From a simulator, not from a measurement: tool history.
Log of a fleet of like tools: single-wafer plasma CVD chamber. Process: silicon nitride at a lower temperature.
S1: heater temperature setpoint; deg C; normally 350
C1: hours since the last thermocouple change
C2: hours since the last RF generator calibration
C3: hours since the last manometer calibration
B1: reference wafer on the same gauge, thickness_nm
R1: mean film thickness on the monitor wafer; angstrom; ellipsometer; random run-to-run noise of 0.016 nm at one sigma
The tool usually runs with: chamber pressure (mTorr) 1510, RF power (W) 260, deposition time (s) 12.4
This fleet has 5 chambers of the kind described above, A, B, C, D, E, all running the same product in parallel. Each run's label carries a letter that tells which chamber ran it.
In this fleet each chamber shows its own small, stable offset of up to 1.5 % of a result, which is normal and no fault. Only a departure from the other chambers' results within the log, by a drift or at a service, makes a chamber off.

{"run": "1A", "hour": 9.7, "S1": 350, "chamber pressure (mTorr)": 1510, "RF power (W)": 260, "deposition time (s)": 12.4, "C1": 431.2, "C2": 1747.8, "C3": 178.8, "B1": 13.807, "R1": 130.8}
{"run": "2D", "hour": 17.7, "S1": 350, "chamber pressure (mTorr)": 1510, "RF power (W)": 260, "deposition time (s)": 12.4, "C1": 974.9, "C2": 1664.3, "C3": 1698.2, "B1": 13.802, "R1": 128.47}
{"run": "3B", "hour": 24.0, "S1": 350, "chamber pressure (mTorr)": 1510, "RF power (W)": 260, "deposition time (s)": 12.4, "C1": 1560.4, "C2": 554.4, "C3": 1160.1, "B1": 13.804, "R1": 130.66}
{"run": "4C", "hour": 33.9, "S1": 350, "chamber pressure (mTorr)": 1510, "RF power (W)": 260, "deposition time (s)": 12.4, "C1": 406.5, "C2": 1243.5, "C3": 881.4, "B1": 13.802, "R1": 130.22}
{"run": "5E", "hour": 41.0, "S1": 350, "chamber pressure (mTorr)": 1220, "RF power (W)": 215, "deposition time (s)": 12.4, "C1": 209.0, "C2": 582.8, "C3": 815.7, "B1": 13.808, "R1": 106.9}
{"run": "6C", "hour": 49.3, "S1": 350, "chamber pressure (mTorr)": 1220, "RF power (W)": 215, "deposition time (s)": 12.4, "C1": 421.9, "C2": 1258.9, "C3": 896.8, "B1": 13.807, "R1": 106.81}
{"run": "7B", "hour": 62.6, "S1": 350, "chamber pressure (mTorr)": 1220, "RF power (W)": 215, "deposition time (s)": 12.4, "C1": 1599.0, "C2": 593.0, "C3": 1198.7, "B1": 13.807, "R1": 107.5}
{"run": "8E", "hour": 75.1, "S1": 350, "chamber pressure (mTorr)": 1220, "RF power (W)": 215, "deposition time (s)": 12.4, "C1": 243.1, "C2": 616.9, "C3": 849.8, "B1": 13.813, "R1": 107.16}
{"run": "9D", "hour": 81.2, "S1": 350, "chamber pressure (mTorr)": 1220, "RF power (W)": 215, "deposition time (s)": 12.4, "C1": 1038.4, "C2": 1727.8, "C3": 1761.7, "B1": 13.814, "R1": 104.89}
{"run": "10A", "hour": 93.9, "S1": 350, "chamber pressure (mTorr)": 1510, "RF power (W)": 260, "deposition time (s)": 12.4, "C1": 515.4, "C2": 1832.0, "C3": 263.0, "B1": 13.816, "R1": 130.79}
{"run": "11B", "hour": 104.3, "S1": 350, "chamber pressure (mTorr)": 1510, "RF power (W)": 260, "deposition time (s)": 12.4, "C1": 1640.7, "C2": 634.7, "C3": 1240.4, "B1": 13.817, "R1": 130.73}
{"run": "12D", "hour": 111.3, "S1": 350, "chamber pressure (mTorr)": 1510, "RF power (W)": 260, "deposition time (s)": 12.4, "C1": 1068.5, "C2": 1757.9, "C3": 1791.8, "B1": 13.819, "R1": 128.59}
{"run": "13C", "hour": 120.9, "S1": 350, "chamber pressure (mTorr)": 1510, "RF power (W)": 260, "deposition time (s)": 12.4, "C1": 493.5, "C2": 1330.5, "C3": 968.4, "B1": 13.821, "R1": 130.49}
{"run": "14E", "hour": 127.8, "S1": 350, "chamber pressure (mTorr)": 1790, "RF power (W)": 260, "deposition time (s)": 12.4, "C1": 295.8, "C2": 669.6, "C3": 902.5, "B1": 13.825, "R1": 136.46}
{"hour": 138.3, "done": "chamber C: RF generator calibrated"}
{"run": "15A", "hour": 141.0, "S1": 350, "chamber pressure (mTorr)": 1790, "RF power (W)": 260, "deposition time (s)": 12.4, "C1": 562.5, "C2": 1879.1, "C3": 310.1, "B1": 13.823, "R1": 136.93}
{"run": "16D", "hour": 150.4, "S1": 350, "chamber pressure (mTorr)": 1790, "RF power (W)": 260, "deposition time (s)": 12.4, "C1": 1107.6, "C2": 1797.0, "C3": 1830.9, "B1": 13.828, "R1": 135.03}
{"run": "17E", "hour": 157.2, "S1": 350, "chamber pressure (mTorr)": 1790, "RF power (W)": 260, "deposition time (s)": 12.4, "C1": 325.2, "C2": 699.0, "C3": 931.9, "B1": 13.832, "R1": 136.47}
{"run": "18B", "hour": 169.3, "S1": 350, "chamber pressure (mTorr)": 1790, "RF power (W)": 260, "deposition time (s)": 12.4, "C1": 1705.7, "C2": 699.7, "C3": 1305.4, "B1": 13.832, "R1": 137.13}
{"run": "19A", "hour": 178.2, "S1": 350, "chamber pressure (mTorr)": 1510, "RF power (W)": 260, "deposition time (s)": 12.4, "C1": 599.7, "C2": 1916.3, "C3": 347.3, "B1": 13.83, "R1": 130.84}
{"run": "20C", "hour": 188.6, "S1": 350, "chamber pressure (mTorr)": 1510, "RF power (W)": 310, "deposition time (s)": 12.4, "C1": 561.2, "C2": 50.4, "C3": 1036.1, "B1": 13.833, "R1": 147.95}
{"run": "21A", "hour": 197.6, "S1": 350, "chamber pressure (mTorr)": 1510, "RF power (W)": 310, "deposition time (s)": 12.4, "C1": 619.1, "C2": 1935.7, "C3": 366.7, "B1": 13.836, "R1": 147.5}
{"run": "22D", "hour": 210.0, "S1": 350, "chamber pressure (mTorr)": 1510, "RF power (W)": 310, "deposition time (s)": 12.4, "C1": 1167.2, "C2": 1856.6, "C3": 1890.5, "B1": 13.834, "R1": 145.27}
{"run": "23B", "hour": 219.6, "S1": 350, "chamber pressure (mTorr)": 1510, "RF power (W)": 310, "deposition time (s)": 12.4, "C1": 1756.0, "C2": 750.0, "C3": 1355.7, "B1": 13.84, "R1": 148.01}
{"run": "24E", "hour": 230.2, "S1": 350, "chamber pressure (mTorr)": 1510, "RF power (W)": 310, "deposition time (s)": 12.4, "C1": 398.2, "C2": 772.0, "C3": 1004.9, "B1": 13.839, "R1": 146.91}
{"run": "25C", "hour": 236.5, "S1": 350, "chamber pressure (mTorr)": 1510, "RF power (W)": 260, "deposition time (s)": 12.4, "C1": 609.1, "C2": 98.3, "C3": 1084.0, "B1": 13.84, "R1": 131.16}
{"run": "26E", "hour": 246.4, "S1": 350, "chamber pressure (mTorr)": 1510, "RF power (W)": 300, "deposition time (s)": 13.8, "C1": 414.4, "C2": 788.2, "C3": 1021.1, "B1": 13.847, "R1": 160.21}
{"run": "27B", "hour": 256.1, "S1": 350, "chamber pressure (mTorr)": 1510, "RF power (W)": 300, "deposition time (s)": 13.8, "C1": 1792.5, "C2": 786.5, "C3": 1392.2, "B1": 13.851, "R1": 160.95}
{"run": "28D", "hour": 266.9, "S1": 350, "chamber pressure (mTorr)": 1510, "RF power (W)": 300, "deposition time (s)": 13.8, "C1": 1224.1, "C2": 1913.5, "C3": 1947.4, "B1": 13.848, "R1": 158.67}
{"run": "29A", "hour": 277.3, "S1": 350, "chamber pressure (mTorr)": 1510, "RF power (W)": 300, "deposition time (s)": 13.8, "C1": 698.8, "C2": 2015.4, "C3": 446.4, "B1": 13.853, "R1": 161.15}
{"hour": 284.5, "done": "chamber B: thermocouple changed; heater temperature recalibrated"}
{"run": "30C", "hour": 285.7, "S1": 350, "chamber pressure (mTorr)": 1510, "RF power (W)": 300, "deposition time (s)": 13.8, "C1": 658.3, "C2": 147.5, "C3": 1133.2, "B1": 13.851, "R1": 161.12}
{"run": "31A", "hour": 296.5, "S1": 350, "chamber pressure (mTorr)": 1510, "RF power (W)": 260, "deposition time (s)": 12.4, "C1": 718.0, "C2": 2034.6, "C3": 465.6, "B1": 13.853, "R1": 131.13}
{"run": "32C", "hour": 305.7, "S1": 359, "chamber pressure (mTorr)": 1510, "RF power (W)": 300, "deposition time (s)": 12.4, "C1": 678.3, "C2": 167.5, "C3": 1153.2, "B1": 13.856, "R1": 144.35}
{"run": "33D", "hour": 315.0, "S1": 359, "chamber pressure (mTorr)": 1510, "RF power (W)": 300, "deposition time (s)": 12.4, "C1": 1272.2, "C2": 1961.6, "C3": 1995.5, "B1": 13.857, "R1": 141.97}
{"run": "34B", "hour": 324.6, "S1": 359, "chamber pressure (mTorr)": 1510, "RF power (W)": 300, "deposition time (s)": 12.4, "C1": 40.1, "C2": 855.0, "C3": 1460.7, "B1": 13.86, "R1": 144.32}
{"run": "35E", "hour": 336.2, "S1": 359, "chamber pressure (mTorr)": 1510, "RF power (W)": 300, "deposition time (s)": 12.4, "C1": 504.2, "C2": 878.0, "C3": 1110.9, "B1": 13.859, "R1": 143.47}
{"run": "36D", "hour": 343.5, "S1": 359, "chamber pressure (mTorr)": 1510, "RF power (W)": 300, "deposition time (s)": 12.4, "C1": 1300.7, "C2": 1990.1, "C3": 2024.0, "B1": 13.859, "R1": 142.09}
{"run": "37B", "hour": 356.8, "S1": 350, "chamber pressure (mTorr)": 1510, "RF power (W)": 260, "deposition time (s)": 12.4, "C1": 72.3, "C2": 887.2, "C3": 1492.9, "B1": 13.862, "R1": 131.32}
{"run": "38E", "hour": 364.0, "S1": 350, "chamber pressure (mTorr)": 1510, "RF power (W)": 260, "deposition time (s)": 12.4, "C1": 532.0, "C2": 905.8, "C3": 1138.7, "B1": 13.864, "R1": 130.73}
{"run": "39A", "hour": 370.3, "S1": 350, "chamber pressure (mTorr)": 1510, "RF power (W)": 260, "deposition time (s)": 12.4, "C1": 791.8, "C2": 2108.4, "C3": 539.4, "B1": 13.867, "R1": 131.25}
{"run": "40C", "hour": 381.6, "S1": 350, "chamber pressure (mTorr)": 1510, "RF power (W)": 260, "deposition time (s)": 14.3, "C1": 754.2, "C2": 243.4, "C3": 1229.1, "B1": 13.869, "R1": 151.31}

All chambers now run identical settings, listed one chamber a line with results as question marks. What results will each chamber show?
{"run": "41A", "hour": 391.5, "S1": 350, "chamber pressure (mTorr)": 1510, "RF power (W)": 260, "deposition time (s)": 13.5, "R1": "?"}
{"run": "41B", "hour": 391.5, "S1": 350, "chamber pressure (mTorr)": 1510, "RF power (W)": 260, "deposition time (s)": 13.5, "R1": "?"}
{"run": "41C", "hour": 391.5, "S1": 350, "chamber pressure (mTorr)": 1510, "RF power (W)": 260, "deposition time (s)": 13.5, "R1": "?"}
{"run": "41D", "hour": 391.5, "S1": 350, "chamber pressure (mTorr)": 1510, "RF power (W)": 260, "deposition time (s)": 13.5, "R1": "?"}
{"run": "41E", "hour": 391.5, "S1": 350, "chamber pressure (mTorr)": 1510, "RF power (W)": 260, "deposition time (s)": 13.5, "R1": "?"}

run=41A R1=142.54
run=41B R1=143.12
run=41C R1=142.64
run=41D R1=140.73
run=41E R1=142.15
